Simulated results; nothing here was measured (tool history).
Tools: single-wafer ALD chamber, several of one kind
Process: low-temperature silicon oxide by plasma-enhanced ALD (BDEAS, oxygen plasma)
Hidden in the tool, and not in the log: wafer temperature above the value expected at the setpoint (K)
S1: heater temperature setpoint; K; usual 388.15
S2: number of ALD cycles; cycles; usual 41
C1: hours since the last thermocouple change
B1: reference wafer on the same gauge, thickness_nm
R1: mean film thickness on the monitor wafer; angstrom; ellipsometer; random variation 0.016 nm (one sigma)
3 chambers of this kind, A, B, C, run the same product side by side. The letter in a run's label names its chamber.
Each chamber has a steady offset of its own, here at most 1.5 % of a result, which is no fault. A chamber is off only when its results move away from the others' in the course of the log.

Run 1C, day 0.175: usual settings; C1 525.9; B1 4.7167. Result: R1 56.955 angstrom.
Run 2A, day 0.342: usual settings; C1 1860.7; B1 4.7226. Result: R1 55.963 angstrom.
Run 3B, day 0.508: usual settings; C1 1432.8; B1 4.7224. Result: R1 57.559 angstrom.
Run 4C, day 0.800: usual settings; C1 540.9; B1 4.7178. Result: R1 57.407 angstrom.
Run 5A, day 1.075: usual settings; C1 1878.3; B1 4.7192. Result: R1 56.055 angstrom.
Run 6B, day 1.346: usual settings; C1 1452.9; B1 4.7210. Result: R1 57.619 angstrom.
Run 7C, day 1.517: usual settings but S1 397.15 K; C1 558.1; B1 4.7175. Result: R1 56.000 angstrom.
Run 8B, day 1.754: usual settings but S1 397.15 K; C1 1462.7; B1 4.7207. Result: R1 56.479 angstrom.
Run 9A, day 2.000: usual settings but S1 397.15 K; C1 1900.5; B1 4.7223. Result: R1 54.970 angstrom.
Run 10A, day 2.300: usual settings; C1 1907.7; B1 4.7182. Result: R1 56.255 angstrom.
Run 11C, day 2.533: usual settings; C1 582.5; B1 4.7220. Result: R1 56.877 angstrom.
Run 12B, day 2.754: usual settings; C1 1486.7; B1 4.7176. Result: R1 57.456 angstrom.
Run 13C, day 3.046: usual settings but S1 376.15 K; C1 594.8; B1 4.7203. Result: R1 58.202 angstrom.
Run 14B, day 3.275: usual settings but S1 376.15 K; C1 1499.2; B1 4.7195. Result: R1 58.584 angstrom.
Run 15A, day 3.542: usual settings but S1 376.15 K; C1 1937.5; B1 4.7204. Result: R1 57.707 angstrom.
Run 16A, day 3.854: usual settings; C1 1945.0; B1 4.7199. Result: R1 56.434 angstrom.
Run 17C, day 4.017: usual settings; C1 618.1; B1 4.7191. Result: R1 57.077 angstrom.
Run 18B, day 4.258: usual settings; C1 1522.8; B1 4.7206. Result: R1 57.470 angstrom.
Run 19B, day 4.500: usual settings; C1 1528.6; B1 4.7182. Result: R1 57.306 angstrom.
Run 20C, day 4.812: usual settings; C1 637.2; B1 4.7212. Result: R1 57.044 angstrom.
Run 21A, day 4.958: usual settings; C1 1971.5; B1 4.7167. Result: R1 56.186 angstrom.
Run 22A, day 5.121: usual settings; C1 1975.4; B1 4.7178. Result: R1 56.019 angstrom.
Run 23B, day 5.362: usual settings; C1 1549.3; B1 4.7167. Result: R1 57.508 angstrom.
Run 24C, day 5.521: usual settings; C1 654.2; B1 4.7210. Result: R1 56.955 angstrom.
Run 25C, day 5.812: usual settings; C1 661.2; B1 4.7184. Result: R1 57.107 angstrom.
Run 26B, day 6.021: usual settings; C1 1565.1; B1 4.7206. Result: R1 57.341 angstrom.
Run 27A, day 6.242: usual settings; C1 2002.3; B1 4.7225. Result: R1 56.416 angstrom.
Run 28A, day 6.404: usual settings; C1 2006.2; B1 4.7181. Result: R1 55.927 angstrom.
Run 29C, day 6.550: usual settings; C1 678.9; B1 4.7200. Result: R1 56.935 angstrom.
Run 30B, day 6.838: usual settings; C1 1584.7; B1 4.7216. Result: R1 57.451 angstrom.
Run 31A, day 7.004: usual settings; C1 2020.6; B1 4.7197. Result: R1 55.969 angstrom.
Run 32C, day 7.183: usual settings but S1 378.15 K; C1 694.1; B1 4.7199. Result: R1 57.857 angstrom.

Next, every chamber runs the same settings. What will each give?
Run 33A, day 7.404: usual settings. Result: R1 ?.
Run 33B, day 7.404: usual settings. Result: R1 ?.
Run 33C, day 7.404: usual settings. Result: R1 ?.

run      R1
33A  56.253
33B  57.493
33C  56.598

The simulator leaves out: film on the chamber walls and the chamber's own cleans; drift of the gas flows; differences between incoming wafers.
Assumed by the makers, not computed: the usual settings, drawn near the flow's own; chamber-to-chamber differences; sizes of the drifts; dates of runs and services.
